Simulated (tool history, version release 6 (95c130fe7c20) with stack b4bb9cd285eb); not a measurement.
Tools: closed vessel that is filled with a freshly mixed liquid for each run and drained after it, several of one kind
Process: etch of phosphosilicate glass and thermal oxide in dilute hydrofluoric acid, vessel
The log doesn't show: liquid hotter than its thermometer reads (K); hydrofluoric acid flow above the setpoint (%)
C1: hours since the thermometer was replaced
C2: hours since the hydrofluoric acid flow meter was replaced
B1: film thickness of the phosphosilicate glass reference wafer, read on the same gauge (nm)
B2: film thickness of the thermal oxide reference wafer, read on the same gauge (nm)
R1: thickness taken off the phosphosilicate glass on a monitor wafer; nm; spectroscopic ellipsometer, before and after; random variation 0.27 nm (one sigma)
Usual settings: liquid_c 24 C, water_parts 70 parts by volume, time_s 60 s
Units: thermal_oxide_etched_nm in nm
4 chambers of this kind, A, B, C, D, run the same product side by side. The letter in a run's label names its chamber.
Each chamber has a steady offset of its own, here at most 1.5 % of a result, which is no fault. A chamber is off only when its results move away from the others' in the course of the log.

{"run": "1C", "day": 0.329, "liquid_c": 24, "water_parts": 70, "time_s": 60, "C1": 401.8, "C2": 84.7, "B1": 120.02, "B2": 39.995, "R1": 53.823, "thermal_oxide_etched_nm": 4.0592}
{"run": "2D", "day": 0.7, "liquid_c": 24, "water_parts": 70, "time_s": 60, "C1": 2940.4, "C2": 607.4, "B1": 120.01, "B2": 39.993, "R1": 54.775, "thermal_oxide_etched_nm": 4.0521}
{"run": "3A", "day": 1.025, "liquid_c": 24, "water_parts": 70, "time_s": 60, "C1": 668.6, "C2": 1141.1, "B1": 119.97, "B2": 40.007, "R1": 54.03, "thermal_oxide_etched_nm": 4.0704}
{"run": "4B", "day": 1.496, "liquid_c": 24, "water_parts": 70, "time_s": 60, "C1": 306.9, "C2": 450.4, "B1": 120, "B2": 40.007, "R1": 54.996, "thermal_oxide_etched_nm": 4.027}
{"run": "5A", "day": 2.012, "liquid_c": 24, "water_parts": 70, "time_s": 35, "C1": 692.3, "C2": 1164.8, "B1": 120.01, "B2": 40.008, "R1": 31.654, "thermal_oxide_etched_nm": 2.3599}
{"run": "6B", "day": 2.6, "liquid_c": 24, "water_parts": 70, "time_s": 35, "C1": 333.4, "C2": 476.9, "B1": 119.97, "B2": 39.986, "R1": 31.894, "thermal_oxide_etched_nm": 2.3598}
{"run": "7C", "day": 3.112, "liquid_c": 24, "water_parts": 70, "time_s": 35, "C1": 468.6, "C2": 151.5, "B1": 119.97, "B2": 40.005, "R1": 31.129, "thermal_oxide_etched_nm": 2.388}
{"run": "8D", "day": 3.671, "liquid_c": 24, "water_parts": 70, "time_s": 35, "C1": 3011.7, "C2": 678.7, "B1": 120.05, "B2": 40.037, "R1": 31.564, "thermal_oxide_etched_nm": 2.3979}
{"run": "9D", "day": 3.975, "liquid_c": 24, "water_parts": 70, "time_s": 60, "C1": 3019, "C2": 686, "B1": 119.99, "B2": 40.009, "R1": 54.854, "thermal_oxide_etched_nm": 4.0823}
{"run": "10A", "day": 4.392, "liquid_c": 24, "water_parts": 70, "time_s": 60, "C1": 749.4, "C2": 1221.9, "B1": 120.01, "B2": 39.981, "R1": 54.74, "thermal_oxide_etched_nm": 4.0544}
{"run": "11C", "day": 5.058, "liquid_c": 24, "water_parts": 70, "time_s": 60, "C1": 515.3, "C2": 198.2, "B1": 119.99, "B2": 40.016, "R1": 54.089, "thermal_oxide_etched_nm": 4.0345}
{"run": "12B", "day": 5.517, "liquid_c": 24, "water_parts": 70, "time_s": 60, "C1": 403.4, "C2": 546.9, "B1": 120, "B2": 39.986, "R1": 55.049, "thermal_oxide_etched_nm": 4.0239}
{"run": "13D", "day": 5.921, "liquid_c": 24, "water_parts": 70, "time_s": 60, "C1": 3065.7, "C2": 732.7, "B1": 120.04, "B2": 40.014, "R1": 54.748, "thermal_oxide_etched_nm": 4.0097}
{"day": 6.325, "done": "chamber B: hydrofluoric acid flow meter replaced"}
{"run": "14C", "day": 6.5, "liquid_c": 19, "water_parts": 45, "time_s": 60, "C1": 549.9, "C2": 232.8, "B1": 119.96, "B2": 39.988, "R1": 70.064, "thermal_oxide_etched_nm": 5.3192}
{"run": "15B", "day": 6.888, "liquid_c": 19, "water_parts": 45, "time_s": 60, "C1": 436.3, "C2": 13.6, "B1": 120.03, "B2": 40.014, "R1": 71.182, "thermal_oxide_etched_nm": 5.2053}
{"day": 7.017, "done": "chamber D: thermometer replaced"}
{"run": "16A", "day": 7.233, "liquid_c": 19, "water_parts": 45, "time_s": 60, "C1": 817.6, "C2": 1290.1, "B1": 119.98, "B2": 39.984, "R1": 70.785, "thermal_oxide_etched_nm": 5.3084}
{"run": "17B", "day": 7.712, "liquid_c": 19, "water_parts": 45, "time_s": 60, "C1": 456.1, "C2": 33.4, "B1": 120.01, "B2": 40.007, "R1": 71.525, "thermal_oxide_etched_nm": 5.2621}
{"run": "18A", "day": 8.317, "liquid_c": 24, "water_parts": 70, "time_s": 60, "C1": 843.6, "C2": 1316.1, "B1": 120, "B2": 40.01, "R1": 54.306, "thermal_oxide_etched_nm": 4.0874}
{"run": "19D", "day": 8.846, "liquid_c": 24, "water_parts": 70, "time_s": 60, "C1": 44, "C2": 802.9, "B1": 119.99, "B2": 40.002, "R1": 54.49, "thermal_oxide_etched_nm": 4.0058}
{"run": "20C", "day": 9.358, "liquid_c": 24, "water_parts": 70, "time_s": 60, "C1": 618.5, "C2": 301.4, "B1": 119.99, "B2": 39.995, "R1": 53.698, "thermal_oxide_etched_nm": 4.0669}
{"run": "21D", "day": 9.662, "liquid_c": 24, "water_parts": 70, "time_s": 60, "C1": 63.6, "C2": 822.5, "B1": 119.95, "B2": 40.002, "R1": 54.495, "thermal_oxide_etched_nm": 4.062}
{"run": "22C", "day": 10.029, "liquid_c": 24, "water_parts": 70, "time_s": 60, "C1": 634.6, "C2": 317.5, "B1": 119.99, "B2": 39.987, "R1": 53.798, "thermal_oxide_etched_nm": 4.0409}
{"run": "23A", "day": 10.592, "liquid_c": 26.5, "water_parts": 105, "time_s": 60, "C1": 898.2, "C2": 1370.7, "B1": 120, "B2": 39.976, "R1": 38.125, "thermal_oxide_etched_nm": 2.8878}
{"run": "24B", "day": 11.204, "liquid_c": 26.5, "water_parts": 105, "time_s": 60, "C1": 539.9, "C2": 117.2, "B1": 120.02, "B2": 39.991, "R1": 38.327, "thermal_oxide_etched_nm": 2.8326}
{"run": "25D", "day": 11.517, "liquid_c": 26.5, "water_parts": 105, "time_s": 60, "C1": 108.1, "C2": 867, "B1": 120.04, "B2": 39.978, "R1": 38.63, "thermal_oxide_etched_nm": 2.8813}
{"run": "26C", "day": 11.958, "liquid_c": 26.5, "water_parts": 105, "time_s": 60, "C1": 680.9, "C2": 363.8, "B1": 120.01, "B2": 40.01, "R1": 37.649, "thermal_oxide_etched_nm": 2.876}
{"run": "27A", "day": 12.512, "liquid_c": 24, "water_parts": 70, "time_s": 60, "C1": 944.3, "C2": 1416.8, "B1": 120.04, "B2": 39.997, "R1": 54.626, "thermal_oxide_etched_nm": 4.0786}

What goes on in this fleet: one chamber off, a drifting gauge, or nothing beyond the chambers' own small offsets? Name the chamber and the cause, if any.

No chamber stands off beyond its own small offset, and the gauge holds steady.
